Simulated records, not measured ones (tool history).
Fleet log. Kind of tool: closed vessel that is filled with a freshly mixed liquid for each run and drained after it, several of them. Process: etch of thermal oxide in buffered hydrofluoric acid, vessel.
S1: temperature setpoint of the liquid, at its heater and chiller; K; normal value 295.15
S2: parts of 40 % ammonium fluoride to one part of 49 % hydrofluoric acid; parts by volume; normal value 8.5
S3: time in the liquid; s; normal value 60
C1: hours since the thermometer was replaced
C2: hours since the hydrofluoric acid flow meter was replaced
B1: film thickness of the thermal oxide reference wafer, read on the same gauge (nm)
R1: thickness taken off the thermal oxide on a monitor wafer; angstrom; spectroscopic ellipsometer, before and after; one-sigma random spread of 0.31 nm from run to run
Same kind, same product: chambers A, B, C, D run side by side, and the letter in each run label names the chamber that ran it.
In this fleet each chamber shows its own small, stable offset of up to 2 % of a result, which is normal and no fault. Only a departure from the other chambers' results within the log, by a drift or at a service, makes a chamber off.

| run | hour | S1 | S2 | S3 | C1 | C2 | B1 | R1 |
|---|---|---|---|---|---|---|---|---|
|  | 3.7 | chamber C: hydrofluoric acid flow meter replaced |
| 1A | 4.9 | 295.15 | 8.5 | 60 | 409.9 | 138.0 | 129.99 | 643.27 |
| 2C | 9.1 | 295.15 | 8.5 | 60 | 1580.6 | 5.4 | 130.02 | 662.57 |
| 3D | 16.3 | 295.15 | 8.5 | 60 | 497.0 | 864.0 | 129.99 | 668.43 |
| 4B | 23.4 | 295.15 | 8.5 | 60 | 199.5 | 235.5 | 129.99 | 650.88 |
| 5D | 28.3 | 295.15 | 8.5 | 60 | 509.0 | 876.0 | 130.00 | 665.06 |
| 6C | 32.3 | 295.15 | 8.5 | 60 | 1603.8 | 28.6 | 130.01 | 665.56 |
| 7B | 37.2 | 295.15 | 8.5 | 60 | 213.3 | 249.3 | 129.99 | 654.48 |
| 8A | 44.2 | 295.15 | 8.5 | 60 | 449.2 | 177.3 | 130.03 | 643.25 |
| 9A | 51.9 | 295.15 | 8.5 | 60 | 456.9 | 185.0 | 129.99 | 648.34 |
| 10B | 56.9 | 295.15 | 8.5 | 60 | 233.0 | 269.0 | 130.02 | 656.95 |
| 11D | 61.9 | 295.15 | 11.0 | 60 | 542.6 | 909.6 | 130.01 | 534.91 |
| 12C | 67.5 | 295.15 | 11.0 | 60 | 1639.0 | 63.8 | 130.01 | 531.20 |
| 13A | 74.6 | 295.15 | 11.0 | 60 | 479.6 | 207.7 | 130.00 | 518.25 |
| 14D | 80.7 | 295.15 | 11.0 | 60 | 561.4 | 928.4 | 129.99 | 530.68 |
| 15C | 85.4 | 295.15 | 8.5 | 60 | 1656.9 | 81.7 | 130.01 | 666.76 |
| 16B | 92.8 | 295.15 | 8.5 | 60 | 268.9 | 304.9 | 129.99 | 652.73 |
| 17A | 99.6 | 295.15 | 8.5 | 60 | 504.6 | 232.7 | 130.00 | 646.84 |
| 18D | 105.6 | 295.15 | 8.5 | 60 | 586.3 | 953.3 | 130.01 | 666.32 |
| 19B | 112.5 | 295.15 | 8.5 | 60 | 288.6 | 324.6 | 130.00 | 655.49 |
| 20C | 119.5 | 295.15 | 8.5 | 60 | 1691.0 | 115.8 | 130.02 | 669.62 |
| 21A | 123.0 | 295.15 | 8.5 | 60 | 528.0 | 256.1 | 130.01 | 645.62 |
| 22B | 128.0 | 295.15 | 8.5 | 60 | 304.1 | 340.1 | 130.02 | 654.60 |
| 23D | 132.9 | 295.15 | 8.5 | 60 | 613.6 | 980.6 | 130.02 | 660.96 |
| 24C | 137.8 | 295.15 | 8.5 | 60 | 1709.3 | 134.1 | 129.99 | 678.79 |
| 25B | 145.0 | 295.15 | 8.5 | 60 | 321.1 | 357.1 | 130.02 | 655.42 |
| 26A | 152.2 | 295.15 | 8.5 | 60 | 557.2 | 285.3 | 129.99 | 643.05 |
| 27D | 156.0 | 295.15 | 8.5 | 60 | 636.7 | 1003.7 | 129.99 | 667.31 |
| 28C | 163.4 | 295.15 | 8.5 | 60 | 1734.9 | 159.7 | 130.02 | 683.22 |
| 29B | 170.1 | 297.15 | 8.5 | 60 | 346.2 | 382.2 | 129.99 | 728.18 |
| 30C | 177.0 | 297.15 | 8.5 | 60 | 1748.5 | 173.3 | 129.99 | 769.20 |
| 31A | 183.9 | 297.15 | 8.5 | 60 | 588.9 | 317.0 | 130.00 | 724.41 |
| 32D | 188.5 | 297.15 | 8.5 | 60 | 669.2 | 1036.2 | 129.99 | 741.54 |
| 33A | 193.9 | 295.15 | 8.5 | 60 | 598.9 | 327.0 | 130.02 | 645.83 |
| 34C | 201.1 | 295.15 | 8.5 | 60 | 1772.6 | 197.4 | 130.01 | 691.03 |
| 35B | 208.8 | 295.15 | 8.5 | 60 | 384.9 | 420.9 | 129.99 | 655.55 |
| 36D | 216.2 | 295.15 | 8.5 | 60 | 696.9 | 1063.9 | 130.01 | 667.90 |

For the next run the whole fleet of 4 chambers uses the same settings. Give each chamber's results:
| 37A | 222.0 | 295.15 | 9.5 | 60 |  |  |  | ? |
| 37B | 222.0 | 295.15 | 9.5 | 60 |  |  |  | ? |
| 37C | 222.0 | 295.15 | 9.5 | 60 |  |  |  | ? |
| 37D | 222.0 | 295.15 | 9.5 | 60 |  |  |  | ? |

| run | R1 |
|---|---|
| 37A | 586.17 |
| 37B | 591.08 |
| 37C | 634.33 |
| 37D | 608.53 |
